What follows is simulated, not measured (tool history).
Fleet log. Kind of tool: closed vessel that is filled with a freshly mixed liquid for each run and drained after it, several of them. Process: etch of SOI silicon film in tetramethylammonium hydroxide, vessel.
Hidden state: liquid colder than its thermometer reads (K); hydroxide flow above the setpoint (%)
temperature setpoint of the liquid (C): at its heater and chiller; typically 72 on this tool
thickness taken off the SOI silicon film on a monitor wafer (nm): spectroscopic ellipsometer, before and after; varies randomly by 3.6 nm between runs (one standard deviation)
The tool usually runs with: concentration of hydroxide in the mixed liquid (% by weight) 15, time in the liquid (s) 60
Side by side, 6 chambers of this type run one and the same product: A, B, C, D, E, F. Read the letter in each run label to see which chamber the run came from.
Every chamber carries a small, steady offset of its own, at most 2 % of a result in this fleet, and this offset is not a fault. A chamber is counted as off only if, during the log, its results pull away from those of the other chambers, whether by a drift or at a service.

run	day	temperature setpoint of the liquid (C)	concentration of hydroxide in the mixed liquid (% by weight)	time in the liquid (s)	hours since the thermometer was replaced	hours since the hydroxide flow meter was replaced	read-back film thickness of the SOI silicon film reference wafer, read on the same gauge (nm)	thickness taken off the SOI silicon film on a monitor wafer (nm)
1C	0.171	72	15	60	690.9	525.1	99.991	387.97
2A	0.383	72	15	60	1854.7	1173.6	100.000	396.99
3E	0.642	72	15	60	530.1	673.3	99.994	397.77
4D	0.838	72	15	60	941.6	885.0	99.982	399.50
5B	1.083	72	15	60	877.9	1040.9	99.996	393.97
6F	1.425	72	15	60	2220.0	1554.9	100.000	381.42
7F	1.788	72	15	60	2228.7	1563.6	100.020	384.42
8A	2.038	72	15	60	1894.4	1213.3	100.020	393.50
9E	2.350	72	19	45	571.1	714.3	99.997	269.80
10D	2.600	72	19	45	983.9	927.3	99.981	270.85
11B	2.950	72	19	45	922.7	1085.7	100.000	272.83
12C	3.179	72	19	45	763.1	597.3	100.010	261.87
13C	3.429	72	19	45	769.1	603.3	99.980	262.52
14E	3.600	72	19	45	601.1	744.3	99.991	267.08
15B	3.862	72	15	60	944.6	1107.6	99.992	396.13
16D	4.208	72	15	60	1022.5	965.9	100.030	389.55
17A	4.571	72	15	60	1955.2	1274.1	100.010	389.54
18F	4.917	72	15	60	2303.8	1638.7	99.996	383.32
19A	5.129	72	15	60	1968.6	1287.5	99.981	383.05
20B	5.396	72	15	60	981.4	1144.4	99.993	392.66
21F	5.629	72	15	60	2320.9	1655.8	99.981	392.60
22D	6.004	72	15	60	1065.6	1009.0	100.010	394.50
23E	6.283	72	15	60	665.5	808.7	100.000	368.88
24C	6.629	72	15	60	845.9	680.1	100.000	390.84
25A	7.008	72	15	60	2013.7	1332.6	99.995	391.16
26C	7.296	72	15	60	861.9	696.1	99.982	390.53
27E	7.529	72	15	60	695.4	838.6	99.999	367.11
28D	7.800	72	15	60	1108.7	1052.1	99.971	395.29
29F	8.012	72	15	60	2378.1	1713.0	100.000	386.17
30B	8.188	72	15	60	1048.4	1211.4	99.980	396.36
31F	8.458	72	15	60	2388.8	1723.7	100.010	387.25
32C	8.646	72	15	60	894.3	728.5	100.000	385.94
33E	8.867	72	15	90	727.5	870.7	100.020	538.58
34D	9.071	72	15	90	1139.2	1082.6	100.010	591.69
35A	9.283	72	15	90	2068.3	1387.2	99.989	590.47
36B	9.558	72	15	90	1081.3	1244.3	99.987	589.00
# day 9.829: chamber A: hydroxide flow meter replaced
37D	9.912	72	15	90	1159.4	1102.8	100.010	604.87
38E	10.275	72	15	90	761.3	904.5	99.997	524.04
39F	10.504	72	15	60	2437.9	1772.8	100.020	387.15
40A	10.750	72	15	60	2103.5	22.2	99.987	387.82

What goes on in this fleet: one chamber off, a drifting gauge, or nothing beyond the chambers' own small offsets? Name the chamber and the cause, if any.

Chamber E drifts away from the others.
Cause: liquid colder than its thermometer reads (K) = 2.19.

Here are 4 candidates for chamber E's next run, each the usual settings with a change, their results left as question marks. Which one brings its results back in line with what the others give on the usual settings?
In-line tolerance around the mean of the other chambers on the usual settings: thickness taken off the SOI silicon film on a monitor wafer (nm) 13.00
41E-1	11.029	68.0	15.0	60				?
41E-2	11.029	74.0	14.5	60				?
41E-3	11.029	70.0	15.5	60				?
41E-4	11.029	73.5	14.5	70				?

On the usual settings, the other chambers give on average: thickness taken off the SOI silicon film on a monitor wafer (nm) 391.61
run	thickness taken off the SOI silicon film on a monitor wafer (nm)
41E-1	272.22
41E-2	394.93
41E-3	303.50
41E-4	447.55
The right change is 41E-2: it brings the chamber back within the allowed miss of the others.
